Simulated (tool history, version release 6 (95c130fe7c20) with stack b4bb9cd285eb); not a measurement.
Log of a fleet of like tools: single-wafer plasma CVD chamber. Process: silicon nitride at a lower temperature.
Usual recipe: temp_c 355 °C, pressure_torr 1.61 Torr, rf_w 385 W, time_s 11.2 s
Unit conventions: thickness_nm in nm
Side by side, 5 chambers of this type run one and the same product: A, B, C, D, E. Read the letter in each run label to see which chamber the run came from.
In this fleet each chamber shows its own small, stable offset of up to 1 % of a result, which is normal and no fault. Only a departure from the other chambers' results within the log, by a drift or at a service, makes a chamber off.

run   hour  temp_c  pressure_torr  rf_w  time_s  read-back reference wafer on the same gauge, thickness_nm  thickness_nm
 1D      4     355           1.61   385    11.2                                                      12.99        15.418
 2B    6.1     355           1.61   385    11.2                                                     13.001        15.557
 3E    8.1     355           1.61   385    11.2                                                     13.008         15.38
 4A   10.8     355           1.61   385    11.2                                                     12.994        15.433
 5C   12.9     355           1.61   385    11.2                                                     12.994        15.578
 6D   16.5     363           1.61   385    11.2                                                         13        15.397
 7C   20.5     363           1.61   385    11.2                                                     12.999        15.482
 8B     23     363           1.61   385    11.2                                                     12.993        15.548
 9E     25     363           1.61   385    11.2                                                     12.995         15.31
10A   27.2     363           1.61   385    11.2                                                     12.996        15.456
11C   30.2     355           1.61   385     9.6                                                     13.002        13.409
12E   32.4     355           1.61   385     9.6                                                     12.998        13.165
13D   36.2     355           1.61   385     9.6                                                     13.016        13.357
14B   40.4     355           1.61   385     9.6                                                      13.02        13.407
15A   43.1     355           1.61   385     9.6                                                     13.005        13.276
16C   46.9     355           1.61   385    11.2                                                     12.998        15.571
17D     50     355           1.61   385    11.2                                                     13.008        15.482
18E     52     355           1.61   385    11.2                                                     13.009         15.42
19B   55.7     355           1.34   385    11.2                                                     13.004        14.909
20A   59.7     355           1.34   385    11.2                                                     12.997        14.751
21E   63.8     355           1.34   385    11.2                                                     12.991         14.66
22B   68.1     355           1.34   385    11.2                                                     12.984        14.766
23A   70.4     355           1.34   385    11.2                                                     13.002        14.763
24C   73.7     355           1.61   385    11.2                                                     13.003        15.597
25D   76.5     355           1.61   385    11.2                                                     13.005        15.419
26A   78.8     355           1.98   385    11.2                                                     13.011        16.484
27C   81.5     355           1.98   385    11.2                                                     13.006        16.433
      81.9  -- chamber A: thermocouple changed; heater temperature recalibrated
28E   83.7     355           1.98   385    11.2                                                         13        16.185
29B   87.1     355           1.98   385    11.2                                                     12.998        16.534
30D   89.4     355           1.98   385    11.2                                                     13.006        16.387
31C   92.2     361           1.61   385    12.9                                                         13         18.04
32B   94.9     361           1.61   385    12.9                                                     13.012        18.067
33E     99     361           1.61   385    12.9                                                         13          17.8
34D    101     361           1.61   385    12.9                                                     12.997        17.763
35A    105     361           1.61   385    12.9                                                     12.994        17.804
36C  107.8     355           1.61   385    11.2                                                     13.006        15.624
37E  111.3     355           1.61   385    11.2                                                     12.996        15.548
38A  114.4     355           1.61   385    12.5                                                     13.005        17.403
39B  116.2     355           1.61   385    12.5                                                     12.991        17.553
40D  119.1     355           1.61   385    12.5                                                     12.994        17.203
41C    121     355           1.61   385    12.5                                                     12.997        17.379
42B  124.7     355           1.61   385    12.5                                                     12.993        17.484
     126.8  -- chamber A: capacitance manometer re-zeroed and calibrated
43A  127.3     355           1.61   385    11.2                                                     12.998        15.559
44E  130.9     355           1.61   385    11.2                                                     12.983        15.425

Each of the 5 chambers runs these same settings next. Fill in every chamber's results:
45A  133.9     355           1.47   385    11.2                                                                        ?
45B  133.9     355           1.47   385    11.2                                                                        ?
45C  133.9     355           1.47   385    11.2                                                                        ?
45D  133.9     355           1.47   385    11.2                                                                        ?
45E  133.9     355           1.47   385    11.2                                                                        ?

run  thickness_nm
45A        15.056
45B        15.196
45C        15.178
45D        15.107
45E        15.067

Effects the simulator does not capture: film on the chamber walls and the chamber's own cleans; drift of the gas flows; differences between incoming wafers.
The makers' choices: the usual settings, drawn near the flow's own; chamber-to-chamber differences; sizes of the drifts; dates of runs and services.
